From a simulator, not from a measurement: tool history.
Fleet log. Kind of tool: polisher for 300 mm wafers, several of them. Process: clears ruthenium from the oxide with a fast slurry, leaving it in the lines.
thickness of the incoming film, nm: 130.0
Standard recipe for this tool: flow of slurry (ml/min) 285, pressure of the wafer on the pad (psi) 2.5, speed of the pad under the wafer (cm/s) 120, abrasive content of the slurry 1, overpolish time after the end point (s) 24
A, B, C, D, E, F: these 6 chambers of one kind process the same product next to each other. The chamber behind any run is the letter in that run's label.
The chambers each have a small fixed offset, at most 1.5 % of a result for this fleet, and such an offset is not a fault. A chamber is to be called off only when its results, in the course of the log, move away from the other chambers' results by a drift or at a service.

run   hour  flow of slurry (ml/min)  pressure of the wafer on the pad (psi)  speed of the pad under the wafer (cm/s)  abrasive content of the slurry  overpolish time after the end point (s)  wafers polished on this pad  hours since the slurry nozzle was cleaned  hours since the head pressure was calibrated  hours since the slurry blender was calibrated  time until the end point was called (s)  dishing of a wide line in a test structure (Å)
       3.2  -- chamber B: head pressure recalibrated
 1C    5.3                      285                                     2.5                                      120                               1                                       24                          203                                        8.6                                         493.8                                           13.2                                   34.933                                          644.17
 2E   13.7                      285                                     2.5                                      120                               1                                       24                          347                                      450.6                                         988.3                                          127.5                                   35.931                                          629.87
 3B   19.2                      285                                     2.5                                      120                               1                                       24                          574                                      527.5                                            16                                          133.8                                   34.811                                          637.63
 4F   30.1                      285                                     2.5                                      120                               1                                       24                         1209                                      217.1                                         490.4                                            100                                   34.909                                          641.16
 5A   38.1                      285                                     2.5                                      120                               1                                       24                         1221                                        144                                         988.6                                          109.6                                   34.817                                          625.23
      38.2  -- chamber B: worn pad replaced by a new one
      40.7  -- chamber D: worn pad replaced by a new one
 6D   43.5                      285                                     2.5                                      120                               1                                       24                           39                                      129.7                                           255                                           76.5                                   34.304                                          661.87
 7F   49.1                      285                                     2.5                                      120                               1                                       24                         1466                                      236.1                                         509.4                                            119                                   34.329                                          664.18
      49.6  -- chamber F: worn pad replaced by a new one
      52.5  -- chamber A: worn pad replaced by a new one
      55.8  -- chamber B: slurry blender recalibrated
 8D   59.4                      285                                     2.5                                      120                               1                                       24                          253                                      145.6                                         270.9                                           92.4                                   34.264                                          670.27
      64.3  -- chamber C: worn pad replaced by a new one
 9A   66.6                      285                                     2.5                                      120                               1                                       24                          190                                      172.5                                        1017.1                                          138.1                                   34.348                                          654.12
      66.8  -- chamber F: slurry blender recalibrated
      69.2  -- chamber E: worn pad replaced by a new one
10C   75.8                      285                                     2.5                                      120                               1                                       24                          156                                       79.1                                         564.3                                           83.7                                   35.783                                          629.05
11B   82.9                      285                                     2.5                                      120                               1                                       24                          603                                      591.2                                          79.7                                           27.1                                   34.368                                          661.01
12E   88.9                      285                                     2.5                                      120                               1                                       24                          266                                      525.8                                        1063.5                                          202.7                                   33.773                                          651.25
13B   97.2                      285                                     2.2                                      120                               1                                       24                          796                                      605.5                                            94                                           41.4                                   39.521                                          574.12
     100.5  -- chamber D: worn pad replaced by a new one
     103.4  -- chamber B: worn pad replaced by a new one
14E  104.8                      285                                     2.2                                      120                               1                                       24                          480                                      541.7                                        1079.4                                          218.6                                   38.898                                          583.04
15F  111.9                      285                                     2.2                                      120                               1                                       24                          841                                      298.9                                         572.2                                           45.2                                   39.488                                          587.82
16D  117.8                      285                                     2.2                                      120                               1                                       24                          234                                        204                                         329.3                                          150.8                                   40.668                                          593.71
17A  123.4                      285                                     2.2                                      120                               1                                       24                          957                                      229.3                                        1073.9                                          194.9                                   40.066                                          575.87
18C  130.3                      285                                     2.2                                      120                               1                                       24                          892                                      133.6                                         618.8                                          138.2                                   38.794                                          594.26
     135.2  -- chamber F: worn pad replaced by a new one
19A  141.7                      285                                     2.5                                      120                               1                                       24                         1204                                      247.6                                        1092.2                                          213.2                                    35.08                                          623.16
     142.3  -- chamber D: slurry blender recalibrated
20F  148.8                      285                                     2.5                                      120                               1                                       24                          183                                      335.8                                         609.1                                           82.1                                   33.322                                           644.8
     152.2  -- chamber A: slurry nozzle cleaned
       153  -- chamber C: worn pad replaced by a new one
     153.6  -- chamber E: worn pad replaced by a new one
     156.5  -- chamber B: slurry nozzle cleaned
     157.3  -- chamber A: worn pad replaced by a new one
21E  160.2                      285                                     2.5                                      120                               1                                       24                           89                                      597.1                                        1134.8                                            274                                   35.034                                          645.55
     161.1  -- chamber D: worn pad replaced by a new one
       164  -- chamber B: worn pad replaced by a new one
22C  166.3                      285                                     2.5                                      120                               1                                       24                          179                                      169.6                                         654.8                                          174.2                                   33.646                                          651.52
23D    176                      285                                     2.5                                      120                               1                                       24                          202                                      262.2                                         387.5                                           33.8                                   35.703                                          661.73
24B  182.1                      285                                     2.5                                      120                               1                                       24                          245                                       25.6                                         178.9                                          126.3                                   33.059                                          630.03
25B  188.2                      285                                     2.5                                      120                               1                                       24                          328                                       31.7                                           185                                          132.4                                   34.286                                          636.66
26A  198.5                      285                                     1.7                                      120                               1                                       30                          556                                       46.4                                          1149                                            270                                   53.278                                          539.57
27C  205.1                      285                                     1.7                                      120                               1                                       30                          703                                      208.4                                         693.6                                            213                                   51.214                                          572.35
     206.9  -- chamber E: head pressure recalibrated
28F  216.6                      285                                     1.7                                      120                               1                                       30                         1099                                      403.6                                         676.9                                          149.9                                   49.131                                           593.3
     222.6  -- chamber F: slurry blender recalibrated
29D    223                      285                                     1.7                                      120                               1                                       30                          837                                      309.2                                         434.5                                           80.8                                   51.517                                          569.06
     225.8  -- chamber D: worn pad replaced by a new one
     229.9  -- chamber B: worn pad replaced by a new one
30E  230.8                      285                                     1.7                                      120                               1                                       30                         1043                                      667.7                                            24                                          344.6                                    51.36                                          556.63
     233.9  -- chamber C: worn pad replaced by a new one
31C  236.5                      285                                     1.7                                      120                               1                                       30                           36                                      239.8                                           725                                          244.4                                   51.465                                          566.31
     238.9  -- chamber E: worn pad replaced by a new one
     243.4  -- chamber B: slurry blender recalibrated
32E  246.8                      285                                     2.5                                      120                               1                                       24                          107                                      683.7                                            40                                          360.6                                    34.55                                          617.43
       247  -- chamber F: worn pad replaced by a new one
     247.6  -- chamber A: worn pad replaced by a new one
33B  257.3                      285                                     1.7                                      120                               1                                       18                          371                                      100.8                                         254.1                                             14                                   49.184                                          368.51
34D  263.7                      285                                     1.7                                      120                               1                                       18                          512                                      349.9                                         475.2                                          121.5                                   52.125                                          379.05
35F  272.3                      285                                     1.7                                      120                               1                                       18                          342                                      459.3                                         732.6                                           49.7                                   50.619                                           367.2
36A  283.6                      285                                     1.7                                      120                               1                                       18                          486                                      131.5                                        1234.1                                          355.1                                   59.476                                          333.74
37B  292.2                      285                                     1.7                                      120                               1                                       18                          842                                      135.7                                           289                                           48.9                                   51.424                                          373.93
     293.9  -- chamber B: worn pad replaced by a new one
     297.9  -- chamber E: slurry blender recalibrated
38F  298.5                      285                                     1.7                                      120                               1                                       18                          695                                      485.5                                         758.8                                           75.9                                   50.723                                          360.28
     303.9  -- chamber D: worn pad replaced by a new one
39E  304.2                      285                                     2.5                                      120                               1                                       24                          882                                      741.1                                          97.4                                            6.4                                   35.064                                          628.76
     312.6  -- chamber C: worn pad replaced by a new one
40C  315.6                      285                                     2.9                                      120                               1                                       24                           41                                      318.9                                         804.1                                          323.5                                   29.499                                          708.14
     321.4  -- chamber D: slurry blender recalibrated
41A  325.8                      285                                     2.9                                      120                               1                                       24                         1056                                      173.7                                        1276.3                                          397.3                                   34.753                                          645.58
     327.5  -- chamber F: head pressure recalibrated
42D    337                      285                                     2.9                                      120                               1                                       24                          447                                      423.2                                         548.5                                           15.6                                   30.343                                          714.77
     337.5  -- chamber F: worn pad replaced by a new one
43B  343.5                      285                                     2.9                                      120                               1                                       24                          671                                        187                                         340.3                                          100.2                                   30.267                                          721.85
44F    352                      285                                     2.9                                      120                               1                                       24                          196                                        539                                          24.6                                          129.4                                   29.125                                          712.91

What goes on in this fleet: one chamber off, a drifting gauge, or nothing beyond the chambers' own small offsets? Name the chamber and the cause, if any.

Chamber A drifts away from the others.
What lies behind it: abrasive missing from the slurry, % = 34.

Here are 4 candidates for chamber A's next run, each the usual settings with a change, their results left as question marks. Which one brings its results back in line with what the others give on the usual settings?
Maximum distance from the other chambers' mean on the usual settings for a result to count as in line: time until the end point was called (s) 2; dishing of a wide line in a test structure (Å) 43
45A-1  360.2                      285                                     2.3                                      110                            0.95                                       24                                                                                                                                                                                                             ?                                               ?
45A-2  360.2                      285                                     2.6                                      126                               1                                       24                                                                                                                                                                                                             ?                                               ?
45A-3  360.2                      290                                     2.8                                      132                            1.05                                       24                                                                                                                                                                                                             ?                                               ?
45A-4  360.2                      285                                     2.4                                      114                               1                                       24                                                                                                                                                                                                             ?                                               ?

On the usual settings, the other chambers give on average: time until the end point was called (s) 34.795; dishing of a wide line in a test structure (Å) 645.25
  run  time until the end point was called (s)  dishing of a wide line in a test structure (Å)
45A-1                                    53.15                                           450.4
45A-2                                   39.806                                          571.73
45A-3                                   34.265                                          643.22
45A-4                                   47.732                                          492.96
The right change is 45A-3: it brings the chamber back within the allowed miss of the others.
